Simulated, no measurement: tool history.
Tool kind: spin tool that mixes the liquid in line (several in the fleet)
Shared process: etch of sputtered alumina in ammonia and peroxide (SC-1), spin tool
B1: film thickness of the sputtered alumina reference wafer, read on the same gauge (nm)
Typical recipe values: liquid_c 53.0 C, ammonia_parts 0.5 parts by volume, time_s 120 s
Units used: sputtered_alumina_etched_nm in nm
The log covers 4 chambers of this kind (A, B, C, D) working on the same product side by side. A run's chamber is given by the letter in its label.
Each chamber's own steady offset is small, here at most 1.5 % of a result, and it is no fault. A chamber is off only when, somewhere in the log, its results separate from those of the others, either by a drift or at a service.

{"hour": 2.7, "done": "chamber D: heated supply line repaired"}
{"run": "1A", "hour": 12.0, "liquid_c": 53.0, "ammonia_parts": 0.5, "time_s": 120, "B1": 129.98, "sputtered_alumina_etched_nm": 6.7037}
{"run": "2B", "hour": 24.1, "liquid_c": 53.0, "ammonia_parts": 0.5, "time_s": 120, "B1": 130.02, "sputtered_alumina_etched_nm": 6.651}
{"run": "3D", "hour": 37.3, "liquid_c": 53.0, "ammonia_parts": 0.5, "time_s": 120, "B1": 129.99, "sputtered_alumina_etched_nm": 6.6491}
{"run": "4C", "hour": 48.5, "liquid_c": 53.0, "ammonia_parts": 0.5, "time_s": 120, "B1": 129.99, "sputtered_alumina_etched_nm": 6.7469}
{"run": "5B", "hour": 57.5, "liquid_c": 53.0, "ammonia_parts": 0.5, "time_s": 120, "B1": 130.01, "sputtered_alumina_etched_nm": 6.6863}
{"hour": 58.3, "done": "chamber D: thermometer replaced"}
{"run": "6D", "hour": 70.4, "liquid_c": 53.0, "ammonia_parts": 0.5, "time_s": 120, "B1": 130.0, "sputtered_alumina_etched_nm": 6.6743}
{"run": "7C", "hour": 81.1, "liquid_c": 53.0, "ammonia_parts": 0.5, "time_s": 120, "B1": 130.01, "sputtered_alumina_etched_nm": 6.6868}
{"run": "8A", "hour": 89.2, "liquid_c": 53.0, "ammonia_parts": 0.5, "time_s": 120, "B1": 130.02, "sputtered_alumina_etched_nm": 6.6837}
{"run": "9C", "hour": 100.5, "liquid_c": 53.0, "ammonia_parts": 0.6, "time_s": 120, "B1": 130.02, "sputtered_alumina_etched_nm": 6.7517}
{"run": "10D", "hour": 111.1, "liquid_c": 53.0, "ammonia_parts": 0.6, "time_s": 120, "B1": 130.01, "sputtered_alumina_etched_nm": 6.6987}
{"run": "11A", "hour": 117.9, "liquid_c": 53.0, "ammonia_parts": 0.6, "time_s": 120, "B1": 129.99, "sputtered_alumina_etched_nm": 6.8483}
{"run": "12B", "hour": 124.3, "liquid_c": 53.0, "ammonia_parts": 0.6, "time_s": 120, "B1": 130.01, "sputtered_alumina_etched_nm": 6.7405}
{"hour": 129.9, "done": "chamber C: ammonia flow meter replaced"}
{"run": "13A", "hour": 134.8, "liquid_c": 53.0, "ammonia_parts": 0.5, "time_s": 120, "B1": 130.0, "sputtered_alumina_etched_nm": 6.7555}
{"run": "14D", "hour": 145.5, "liquid_c": 53.0, "ammonia_parts": 0.5, "time_s": 120, "B1": 130.01, "sputtered_alumina_etched_nm": 6.6574}
{"run": "15B", "hour": 153.3, "liquid_c": 53.0, "ammonia_parts": 0.5, "time_s": 120, "B1": 130.0, "sputtered_alumina_etched_nm": 6.7038}
{"run": "16C", "hour": 159.3, "liquid_c": 44.5, "ammonia_parts": 0.5, "time_s": 120, "B1": 130.03, "sputtered_alumina_etched_nm": 4.1958}
{"hour": 170.6, "done": "chamber A: new drum of ammonia solution connected"}
{"run": "17B", "hour": 171.6, "liquid_c": 44.5, "ammonia_parts": 0.5, "time_s": 120, "B1": 130.01, "sputtered_alumina_etched_nm": 4.0946}
{"run": "18A", "hour": 177.9, "liquid_c": 44.5, "ammonia_parts": 0.5, "time_s": 120, "B1": 129.99, "sputtered_alumina_etched_nm": 4.2316}
{"run": "19D", "hour": 190.2, "liquid_c": 44.5, "ammonia_parts": 0.5, "time_s": 120, "B1": 129.99, "sputtered_alumina_etched_nm": 4.1366}
{"run": "20C", "hour": 203.5, "liquid_c": 53.0, "ammonia_parts": 0.5, "time_s": 120, "B1": 130.02, "sputtered_alumina_etched_nm": 6.7242}
{"hour": 206.1, "done": "chamber A: heated supply line repaired"}
{"run": "21D", "hour": 213.1, "liquid_c": 53.0, "ammonia_parts": 0.5, "time_s": 120, "B1": 129.99, "sputtered_alumina_etched_nm": 6.661}
{"run": "22C", "hour": 226.2, "liquid_c": 53.0, "ammonia_parts": 0.5, "time_s": 120, "B1": 130.0, "sputtered_alumina_etched_nm": 6.6896}
{"run": "23B", "hour": 236.5, "liquid_c": 53.0, "ammonia_parts": 0.5, "time_s": 120, "B1": 129.99, "sputtered_alumina_etched_nm": 6.6837}
{"run": "24A", "hour": 243.6, "liquid_c": 53.0, "ammonia_parts": 0.5, "time_s": 120, "B1": 129.99, "sputtered_alumina_etched_nm": 6.7681}

One chamber off, gauge drift, or nothing amiss beyond the chambers' own small offsets? If it is a chamber, which one, and what is the likeliest cause?

Neither any chamber nor the gauge drifts; the chambers differ only by their own small, steady offsets.
